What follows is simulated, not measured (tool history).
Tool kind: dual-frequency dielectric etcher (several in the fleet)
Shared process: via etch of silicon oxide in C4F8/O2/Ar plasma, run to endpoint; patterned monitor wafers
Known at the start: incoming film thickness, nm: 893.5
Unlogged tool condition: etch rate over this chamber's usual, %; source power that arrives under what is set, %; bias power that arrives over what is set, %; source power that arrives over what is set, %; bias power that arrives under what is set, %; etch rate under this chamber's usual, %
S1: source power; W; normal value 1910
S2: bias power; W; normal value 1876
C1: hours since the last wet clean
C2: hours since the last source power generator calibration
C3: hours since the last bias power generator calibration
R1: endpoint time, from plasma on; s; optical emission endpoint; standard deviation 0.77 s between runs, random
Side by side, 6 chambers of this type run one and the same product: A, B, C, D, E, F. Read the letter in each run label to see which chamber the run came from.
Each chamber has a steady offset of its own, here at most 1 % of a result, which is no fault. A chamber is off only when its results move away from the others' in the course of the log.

run 1E hour=4.3 | S1=1910 S2=1876 | C1=151 C2=2594.7 C3=633 | R1=183.16
run 2C hour=9.8 | S1=1910 S2=1876 | C1=284 C2=2240.5 C3=431.3 | R1=181.19
run 3F hour=16.6 | S1=1910 S2=1876 | C1=513.5 C2=23.7 C3=2037.2 | R1=182.44
run 4A hour=21.4 | S1=1910 S2=1876 | C1=123 C2=1517.8 C3=473 | R1=183.62
run 5B hour=29.4 | S1=1910 S2=1876 | C1=134.4 C2=200.3 C3=2668.1 | R1=185.75
run 6D hour=37.8 | S1=1910 S2=1876 | C1=424.3 C2=149.5 C3=824.8 | R1=182.99
run 7C hour=43.7 | S1=1910 S2=1876 | C1=317.9 C2=2274.4 C3=465.2 | R1=180.93
run 8B hour=53 | S1=1910 S2=1876 | C1=158 C2=223.9 C3=2691.7 | R1=183.85
run 9A hour=61.7 | S1=1910 S2=1876 | C1=163.3 C2=1558.1 C3=513.3 | R1=183.58
run 10D hour=69 | S1=1910 S2=1876 | C1=455.5 C2=180.7 C3=856 | R1=184.89
run 11E hour=76.3 | S1=1470 S2=1876 | C1=223 C2=2666.7 C3=705 | R1=203.61
run 12F hour=80.7 | S1=1470 S2=1876 | C1=577.6 C2=87.8 C3=2101.3 | R1=204.36
-- hour=82.2 chamber D: wet clean of the chamber
run 13B hour=89.8 | S1=1470 S2=1876 | C1=194.8 C2=260.7 C3=2728.5 | R1=203.26
run 14F hour=97.9 | S1=1470 S2=1876 | C1=594.8 C2=105 C3=2118.5 | R1=204.76
run 15D hour=107 | S1=1470 S2=1876 | C1=24.9 C2=218.7 C3=894 | R1=204.28
run 16E hour=111.8 | S1=1470 S2=1876 | C1=258.5 C2=2702.2 C3=740.5 | R1=205.22
run 17A hour=120.3 | S1=1910 S2=1876 | C1=221.9 C2=1616.7 C3=571.9 | R1=183.14
run 18C hour=129.7 | S1=2250 S2=2202 | C1=403.9 C2=2360.4 C3=551.2 | R1=164.64
run 19B hour=135.3 | S1=2250 S2=2202 | C1=240.3 C2=306.2 C3=2774 | R1=163.79
run 20E hour=140.2 | S1=2250 S2=2202 | C1=286.9 C2=2730.6 C3=768.9 | R1=163.24
-- hour=144.2 chamber F: wet clean of the chamber
run 21D hour=146.1 | S1=2250 S2=2202 | C1=64 C2=257.8 C3=933.1 | R1=163.07
run 22A hour=150.2 | S1=2250 S2=2202 | C1=251.8 C2=1646.6 C3=601.8 | R1=164.21
run 23F hour=155 | S1=2250 S2=2202 | C1=10.9 C2=162.1 C3=2175.6 | R1=164.22
run 24C hour=164.1 | S1=1910 S2=1876 | C1=438.3 C2=2394.8 C3=585.6 | R1=186.17
run 25C hour=169 | S1=1910 S2=1876 | C1=443.2 C2=2399.7 C3=590.5 | R1=186.22
run 26B hour=178.2 | S1=1910 S2=1876 | C1=283.2 C2=349.1 C3=2816.9 | R1=184.31
run 27D hour=187.5 | S1=1910 S2=1876 | C1=105.4 C2=299.2 C3=974.5 | R1=182.91
run 28F hour=195.1 | S1=1910 S2=1876 | C1=51 C2=202.2 C3=2215.7 | R1=182.98
run 29E hour=203.1 | S1=1910 S2=1876 | C1=349.8 C2=2793.5 C3=831.8 | R1=184.85
run 30A hour=208.6 | S1=1910 S2=1876 | C1=310.2 C2=1705 C3=660.2 | R1=183.84
run 31A hour=217.2 | S1=1910 S2=1876 | C1=318.8 C2=1713.6 C3=668.8 | R1=181.9
run 32C hour=225.9 | S1=1910 S2=1876 | C1=500.1 C2=2456.6 C3=647.4 | R1=189.54
run 33E hour=234.7 | S1=1910 S2=1876 | C1=381.4 C2=2825.1 C3=863.4 | R1=184.56
run 34D hour=243.5 | S1=1910 S2=1876 | C1=161.4 C2=355.2 C3=1030.5 | R1=182.81
run 35B hour=249.6 | S1=1910 S2=1876 | C1=354.6 C2=420.5 C3=2888.3 | R1=183.7
-- hour=252.7 chamber A: wet clean of the chamber
run 36F hour=255.2 | S1=1910 S2=1876 | C1=111.1 C2=262.3 C3=2275.8 | R1=183.12
run 37A hour=261.2 | S1=1910 S2=1876 | C1=8.6 C2=1757.6 C3=712.8 | R1=183.79
run 38C hour=269.3 | S1=1910 S2=1876 | C1=543.5 C2=2500 C3=690.8 | R1=189.68
run 39E hour=277 | S1=1910 S2=1876 | C1=423.7 C2=2867.4 C3=905.7 | R1=184.9
run 40B hour=281.6 | S1=1520 S2=1455 | C1=386.6 C2=452.5 C3=2920.3 | R1=215.76
-- hour=285.8 chamber E: wet clean of the chamber
run 41D hour=286.3 | S1=1520 S2=1455 | C1=204.2 C2=398 C3=1073.3 | R1=216.49
run 42F hour=292.1 | S1=1520 S2=1455 | C1=148 C2=299.2 C3=2312.7 | R1=216.67
run 43E hour=298.8 | S1=1520 S2=1455 | C1=13.1 C2=2889.2 C3=927.5 | R1=218.83

Is one chamber out of step, is the gauge drifting, or do the chambers differ by no more than their own small offsets? For an off chamber, give its letter and the likeliest cause.

One chamber, C, drifts off from the rest bit by bit.
Likeliest cause: etch rate under this chamber's usual, % = 5.1.

Which of the 4 candidates below, each the usual settings with something changed and its results left as question marks, puts chamber C back in line with what the other chambers give on the usual settings?
A result is in line if it is within this distance of the other chambers' mean on the usual settings: R1 2.7 s
run 44C-1 hour=305.5 | S1=2130 S2=1876 | R1=?
run 44C-2 hour=305.5 | S1=2000 S2=1876 | R1=?
run 44C-3 hour=305.5 | S1=1850 S2=1835 | R1=?
run 44C-4 hour=305.5 | S1=1760 S2=1777 | R1=?

On the usual settings, the other chambers give on average: R1 183.14 s
run=44C-1 R1=183.07
run=44C-2 R1=187.73
run=44C-3 R1=194.84
run=44C-4 R1=200.53
The right change is 44C-1: it brings the chamber back within the allowed miss of the others.

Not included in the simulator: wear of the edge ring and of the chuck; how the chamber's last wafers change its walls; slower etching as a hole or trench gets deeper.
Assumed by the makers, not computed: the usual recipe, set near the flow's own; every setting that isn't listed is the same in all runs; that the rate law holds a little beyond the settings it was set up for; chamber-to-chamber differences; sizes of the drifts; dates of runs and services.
